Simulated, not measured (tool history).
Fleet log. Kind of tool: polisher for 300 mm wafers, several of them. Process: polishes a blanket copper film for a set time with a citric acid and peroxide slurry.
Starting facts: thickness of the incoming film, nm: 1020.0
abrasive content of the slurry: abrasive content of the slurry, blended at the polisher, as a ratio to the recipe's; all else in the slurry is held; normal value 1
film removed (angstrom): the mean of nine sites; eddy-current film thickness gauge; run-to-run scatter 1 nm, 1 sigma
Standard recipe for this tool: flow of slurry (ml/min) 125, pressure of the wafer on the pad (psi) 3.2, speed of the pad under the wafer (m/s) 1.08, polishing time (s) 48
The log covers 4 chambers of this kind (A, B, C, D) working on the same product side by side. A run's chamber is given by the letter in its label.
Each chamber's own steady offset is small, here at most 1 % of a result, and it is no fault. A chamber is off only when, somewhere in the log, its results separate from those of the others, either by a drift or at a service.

| run | hour | flow of slurry (ml/min) | pressure of the wafer on the pad (psi) | speed of the pad under the wafer (m/s) | abrasive content of the slurry | polishing time (s) | wafers polished on this pad | hours since the slurry nozzle was cleaned | hours since the head pressure was calibrated | hours since the slurry blender was calibrated | film removed (angstrom) |
|---|---|---|---|---|---|---|---|---|---|---|---|
| 1A | 5.2 | 125 | 3.2 | 1.08 | 1 | 48 | 501 | 145.4 | 546.5 | 149.7 | 1300.1 |
| 2C | 7.8 | 125 | 3.2 | 1.08 | 1 | 48 | 816 | 19.4 | 429.8 | 94.4 | 1269.6 |
|  | 11.6 | chamber D: worn pad replaced by a new one |
| 3B | 13.6 | 125 | 3.2 | 1.08 | 1 | 48 | 176 | 34.3 | 140.7 | 332 | 1280.5 |
| 4D | 16.1 | 125 | 3.2 | 1.08 | 1 | 48 | 41 | 23.3 | 648 | 206.3 | 1273.4 |
|  | 18.9 | chamber A: worn pad replaced by a new one |
| 5D | 20.1 | 125 | 3.2 | 1.08 | 1 | 48 | 78 | 27.3 | 652 | 210.3 | 1289 |
|  | 20.4 | chamber C: worn pad replaced by a new one |
|  | 22.2 | chamber A: slurry blender recalibrated |
| 6A | 24.4 | 125 | 3.2 | 1.08 | 1 | 48 | 50 | 164.6 | 565.7 | 2.3 | 1301.5 |
| 7B | 27.1 | 125 | 3.2 | 1.08 | 1 | 48 | 300 | 47.8 | 154.2 | 345.5 | 1311.3 |
| 8C | 29.9 | 125 | 3.2 | 1.08 | 1 | 48 | 87 | 41.5 | 451.9 | 116.5 | 1279.2 |
| 9B | 33.5 | 125 | 3.2 | 1.08 | 1 | 48 | 358 | 54.2 | 160.6 | 351.9 | 1290.1 |
| 10A | 37 | 125 | 3.2 | 1.08 | 1 | 48 | 165 | 177.2 | 578.3 | 14.9 | 1297.9 |
| 11C | 42.6 | 125 | 3.2 | 1.08 | 1 | 48 | 203 | 54.2 | 464.6 | 129.2 | 1282.6 |
| 12D | 46.7 | 125 | 3.2 | 1.08 | 1 | 48 | 321 | 53.9 | 678.6 | 236.9 | 1286.5 |
| 13A | 50.1 | 125 | 3.2 | 1.08 | 1 | 48 | 285 | 190.3 | 591.4 | 28 | 1293.9 |
| 14C | 54.8 | 125 | 3.2 | 1.08 | 1 | 48 | 315 | 66.4 | 476.8 | 141.4 | 1263.3 |
| 15D | 59.1 | 125 | 3.2 | 1.08 | 1 | 48 | 434 | 66.3 | 691 | 249.3 | 1308.5 |
| 16B | 64.5 | 125 | 3.2 | 1.08 | 1 | 48 | 642 | 85.2 | 191.6 | 382.9 | 1286.9 |
|  | 66.9 | chamber B: worn pad replaced by a new one |
| 17D | 69.5 | 125 | 3.2 | 1.08 | 1 | 48 | 530 | 76.7 | 701.4 | 259.7 | 1291.6 |
|  | 72.8 | chamber A: worn pad replaced by a new one |
| 18B | 75.3 | 125 | 3.2 | 1.3 | 1 | 48 | 77 | 96 | 202.4 | 393.7 | 1534.9 |
| 19C | 80.7 | 125 | 3.2 | 1.3 | 1 | 48 | 552 | 92.3 | 502.7 | 167.3 | 1499.6 |
| 20A | 84.3 | 125 | 3.2 | 1.3 | 1 | 48 | 105 | 224.5 | 625.6 | 62.2 | 1546.7 |
| 21B | 88.1 | 125 | 3.2 | 1.3 | 1 | 48 | 194 | 108.8 | 215.2 | 406.5 | 1545.8 |
| 22C | 93.3 | 125 | 3.2 | 1.08 | 1 | 48 | 667 | 104.9 | 515.3 | 179.9 | 1196.5 |
| 23A | 97.2 | 125 | 3.2 | 1.08 | 1 | 48 | 223 | 237.4 | 638.5 | 75.1 | 1303.8 |
| 24D | 100.6 | 125 | 3.2 | 1.08 | 1 | 48 | 814 | 107.8 | 732.5 | 290.8 | 1288.2 |
| 25C | 105.3 | 125 | 3.2 | 1.08 | 1 | 48 | 777 | 116.9 | 527.3 | 191.9 | 1185.3 |
| 26A | 110.9 | 125 | 3.2 | 1.08 | 0.7 | 48 | 349 | 251.1 | 652.2 | 88.8 | 1199 |

Next, all 4 chambers run the settings below, one line each with question marks for the results. What does each chamber give?
| 27A | 115 | 125 | 3.2 | 1.38 | 1 | 48 |  |  |  |  | ? |
| 27B | 115 | 125 | 3.2 | 1.38 | 1 | 48 |  |  |  |  | ? |
| 27C | 115 | 125 | 3.2 | 1.38 | 1 | 48 |  |  |  |  | ? |
| 27D | 115 | 125 | 3.2 | 1.38 | 1 | 48 |  |  |  |  | ? |

| run | film removed (angstrom) |
|---|---|
| 27A | 1640.7 |
| 27B | 1633.9 |
| 27C | 1482.2 |
| 27D | 1633.5 |

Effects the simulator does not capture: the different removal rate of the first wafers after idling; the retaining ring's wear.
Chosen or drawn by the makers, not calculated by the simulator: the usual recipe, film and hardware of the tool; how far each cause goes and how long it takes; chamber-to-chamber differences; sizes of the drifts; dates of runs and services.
